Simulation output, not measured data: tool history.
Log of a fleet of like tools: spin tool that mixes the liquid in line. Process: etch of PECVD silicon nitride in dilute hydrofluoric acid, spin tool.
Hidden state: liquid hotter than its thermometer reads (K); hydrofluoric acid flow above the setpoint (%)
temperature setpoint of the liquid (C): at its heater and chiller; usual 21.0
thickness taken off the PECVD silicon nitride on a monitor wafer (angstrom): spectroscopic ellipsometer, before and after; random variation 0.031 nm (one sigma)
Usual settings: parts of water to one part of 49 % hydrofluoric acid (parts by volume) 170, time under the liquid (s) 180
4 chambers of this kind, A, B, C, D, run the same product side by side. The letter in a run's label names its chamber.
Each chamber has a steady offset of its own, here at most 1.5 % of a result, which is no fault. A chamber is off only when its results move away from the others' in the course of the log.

run,day,temperature setpoint of the liquid (C),parts of water to one part of 49 % hydrofluoric acid (parts by volume),time under the liquid (s),hours since the thermometer was replaced,hours since the hydrofluoric acid flow meter was replaced,"read-back film thickness of the PECVD silicon nitride reference wafer, read on the same gauge (nm)",thickness taken off the PECVD silicon nitride on a monitor wafer (angstrom)
1D,0.250,21.0,170,180,1114.1,467.5,100.010,18.1090
2B,0.467,21.0,170,180,1488.9,1382.0,99.996,18.6970
# day 0.671: chamber D: thermometer replaced
3A,0.762,21.0,170,180,19.7,123.1,100.000,18.9090
4C,1.088,21.0,170,180,501.0,1291.8,99.998,19.0400
5A,1.400,21.0,170,180,35.0,138.4,100.010,18.7520
6B,1.758,21.0,170,180,1519.9,1413.0,99.998,19.1120
7C,2.008,21.0,170,180,523.1,1313.9,100.000,18.9640
8D,2.300,21.0,170,180,39.1,516.7,100.000,18.8850
9C,2.646,21.0,170,180,538.4,1329.2,99.987,18.8670
10A,2.958,21.0,170,180,72.4,175.8,100.000,18.6570
11D,3.192,21.0,170,180,60.5,538.1,100.000,18.4210
12B,3.479,21.0,170,180,1561.2,1454.3,99.983,18.8780
13A,3.696,21.0,170,180,90.1,193.5,99.994,18.6470
14C,3.938,21.0,125,285,569.4,1360.2,100.000,39.1200
15B,4.204,21.0,125,285,1578.6,1471.7,99.984,39.0770
16D,4.383,21.0,125,285,89.1,566.7,100.010,39.8500
17B,4.617,21.0,125,285,1588.5,1481.6,99.983,39.1290
18D,4.808,21.0,170,180,99.3,576.9,99.991,18.3480
19A,5.133,21.0,170,80,124.6,228.0,100.010,8.3620
20C,5.371,21.0,170,80,603.8,1394.6,100.010,8.7352
21C,5.742,21.0,170,80,612.7,1403.5,100.020,8.6312
22B,6.017,21.0,170,80,1622.1,1515.2,100.000,8.4680
23A,6.262,21.0,170,180,151.7,255.1,100.000,18.0130
24D,6.454,17.0,170,180,138.8,616.4,99.981,14.1080
25C,6.771,17.0,170,180,637.4,1428.2,100.010,15.3310
26D,6.962,17.0,170,180,151.0,628.6,99.982,14.1150
27A,7.217,17.0,170,180,174.6,278.0,99.979,14.8360
28B,7.550,21.0,170,180,1658.9,1552.0,100.010,19.0600
29C,7.750,21.0,170,180,660.9,1451.7,99.979,19.8370
30A,8.079,21.0,170,180,195.3,298.7,99.997,18.5620
31B,8.258,21.0,170,180,1675.9,1569.0,100.000,18.9580
32D,8.525,21.0,170,180,188.5,666.1,100.010,18.5840
33B,8.742,21.0,170,180,1687.5,1580.6,99.989,18.8530
34A,9.017,24.5,170,180,217.8,321.2,99.993,24.4920
35C,9.225,24.5,170,180,696.3,1487.1,100.000,25.0940
36D,9.429,24.5,170,180,210.2,687.8,99.990,23.2850
37D,9.633,24.5,170,180,215.1,692.7,99.995,22.9160
38C,9.929,21.0,170,180,713.2,1504.0,100.030,20.4650
39A,10.279,21.0,170,180,248.1,351.5,100.020,18.8910

All 4 chambers run these settings next. Forecast each chamber's results:
40A,10.558,21.0,220,180,,,,?
40B,10.558,21.0,220,180,,,,?
40C,10.558,21.0,220,180,,,,?
40D,10.558,21.0,220,180,,,,?

run,thickness taken off the PECVD silicon nitride on a monitor wafer (angstrom)
40A,14.3940
40B,14.5470
40C,16.3740
40D,14.4590
